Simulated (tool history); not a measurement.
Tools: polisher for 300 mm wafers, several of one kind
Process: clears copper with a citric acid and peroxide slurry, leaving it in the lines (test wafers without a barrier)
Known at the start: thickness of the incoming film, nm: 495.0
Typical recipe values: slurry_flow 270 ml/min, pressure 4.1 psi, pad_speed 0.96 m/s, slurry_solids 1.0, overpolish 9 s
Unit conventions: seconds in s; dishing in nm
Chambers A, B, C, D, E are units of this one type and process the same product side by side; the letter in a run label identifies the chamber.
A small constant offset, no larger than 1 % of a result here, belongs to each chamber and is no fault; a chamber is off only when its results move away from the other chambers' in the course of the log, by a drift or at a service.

run   hour  slurry_flow  pressure  pad_speed  slurry_solids  overpolish  seconds  dishing
 1B   10.1          270       4.1       0.96            1.0           9   142.77   20.640
 2C   17.5          270       4.1       0.96            1.0           9   141.07   20.469
      22.5  -- chamber D: worn pad replaced by a new one
 3E   26.4          270       4.1       0.96            1.0           9   136.97   19.882
 4A   34.7          270       4.1       0.96            1.0           9   138.89   20.867
 5D   39.4          270       4.1       0.96            1.0           9   139.20   20.200
 6C   45.4          270       4.1       0.96            1.0           9   136.61   20.138
 7E   51.9          270       4.1       0.96            1.0           9   138.62   20.209
 8B   57.6          270       4.1       0.96            1.0           9   138.87   21.002
      62.2  -- chamber D: slurry blender recalibrated
 9A   64.2          270       4.1       0.96            1.0           9   137.48   20.024
10D   69.2          270       4.1       1.20            0.9           9   114.59   22.820
      73.6  -- chamber A: worn pad replaced by a new one
      79.3  -- chamber B: slurry blender recalibrated
11C   79.5          270       4.1       1.20            0.9           9   116.91   23.497
12D   84.0          270       4.1       1.20            0.9           9   115.59   23.707
      91.2  -- chamber C: worn pad replaced by a new one
      91.7  -- chamber E: slurry blender recalibrated
13E   93.0          270       4.1       1.20            0.9           9   113.64   23.165
14B   98.8          270       4.1       1.20            0.9           9   116.46   23.619
     103.1  -- chamber C: slurry blender recalibrated
15A  106.8          270       4.1       0.96            1.0           9   142.24   20.726
16A  111.7          270       4.1       0.96            1.0           9   138.90   20.182
     112.8  -- chamber E: worn pad replaced by a new one
17D  120.5          270       4.1       0.96            1.0           9   137.77   20.441
18B  126.1          270       4.1       0.96            1.0           9   137.79   20.300
19E  132.1          270       4.1       0.96            1.0           9   134.25   21.002
20C  141.4          270       4.1       0.96            1.0           9   139.14   20.301
21B  146.6          270       4.1       0.96            1.0           9   140.94   19.940
22D  151.8          270       4.1       0.76            1.0          13   177.44   22.724
23E  161.1          270       4.1       0.76            1.0          13   165.80   23.026
     166.4  -- chamber B: worn pad replaced by a new one
24C  170.1          270       4.1       0.76            1.0          13   178.53   22.553
25A  179.4          270       4.1       0.76            1.0          13   173.89   22.778
26E  189.6          270       4.1       0.76            1.0          13   170.15   23.944
     192.3  -- chamber D: worn pad replaced by a new one
27B  196.6          270       4.1       0.96            1.0           9   138.06   20.962
28A  205.3          340       4.1       0.96            1.0           9   136.44   21.788
29D  210.7          340       4.1       0.96            1.0           9   139.83   20.237
     213.3  -- chamber C: head pressure recalibrated
     215.0  -- chamber A: worn pad replaced by a new one
30C  218.5          340       4.1       0.96            1.0           9   139.60   21.059
31E  226.2          340       4.1       0.96            1.0           9   127.47   21.887
     226.3  -- chamber A: slurry nozzle cleaned
32C  235.0          340       4.1       0.96            1.0           9   137.38   21.164
33B  241.0          270       4.1       0.64            1.0           9   211.74   15.261
34A  245.4          270       4.1       0.64            1.0           9   206.00   15.268
35D  249.9          270       4.1       0.64            1.0           9   209.87   14.540
     250.3  -- chamber A: slurry blender recalibrated
     251.8  -- chamber E: slurry blender recalibrated
36A  259.0          270       4.1       0.64            1.0           9   202.82   14.978
37D  265.4          270       4.1       0.64            1.0           9   210.78   14.636
38E  272.9          270       4.1       0.96            1.0           9   128.45   22.363
     278.5  -- chamber E: worn pad replaced by a new one
39B  279.0          270       4.1       0.96            1.0           9   144.13   19.767
     283.1  -- chamber C: worn pad replaced by a new one
40C  284.6          270       4.1       0.96            1.0           9   141.96   20.395
41B  291.5          270       4.1       0.96            1.0           9   142.53   20.109
42E  301.3          270       3.2       0.96            1.0           9   160.79   19.059
43D  306.3          270       3.2       0.96            1.0           9   177.03   17.164

Is one chamber off against the others, does the gauge drift, or is nothing wrong? If a chamber is off, say which, and what the likeliest cause is.

Little by little, chamber E moves away from the other chambers.
Most likely cause: head's pressure above its setpoint, % = 9.82.

Here are 4 candidates for chamber E's next run, each the usual settings with a change, their results left as question marks. Which one brings its results back in line with what the others give on the usual settings?
To be in line, a result may differ from the other chambers' mean on the usual settings by at most: seconds 7.10 s; dishing 1.600 nm
44E-1  313.7          270       3.9       0.90            1.0           9        ?        ?
44E-2  313.7          265       3.7       0.86            1.0           9        ?        ?
44E-3  313.7          270       4.3       1.02            1.0           9        ?        ?
44E-4  313.7          275       4.5       1.06            1.0           9        ?        ?

The other chambers' mean on the usual settings: seconds 140.60 s; dishing 20.363 nm
  run  seconds  dishing
44E-1   143.17   20.246
44E-2   158.04   18.705
44E-3   114.86   23.984
44E-4   105.49   25.538
The answer is 44E-1, which returns the chamber to within the allowed miss of the others.
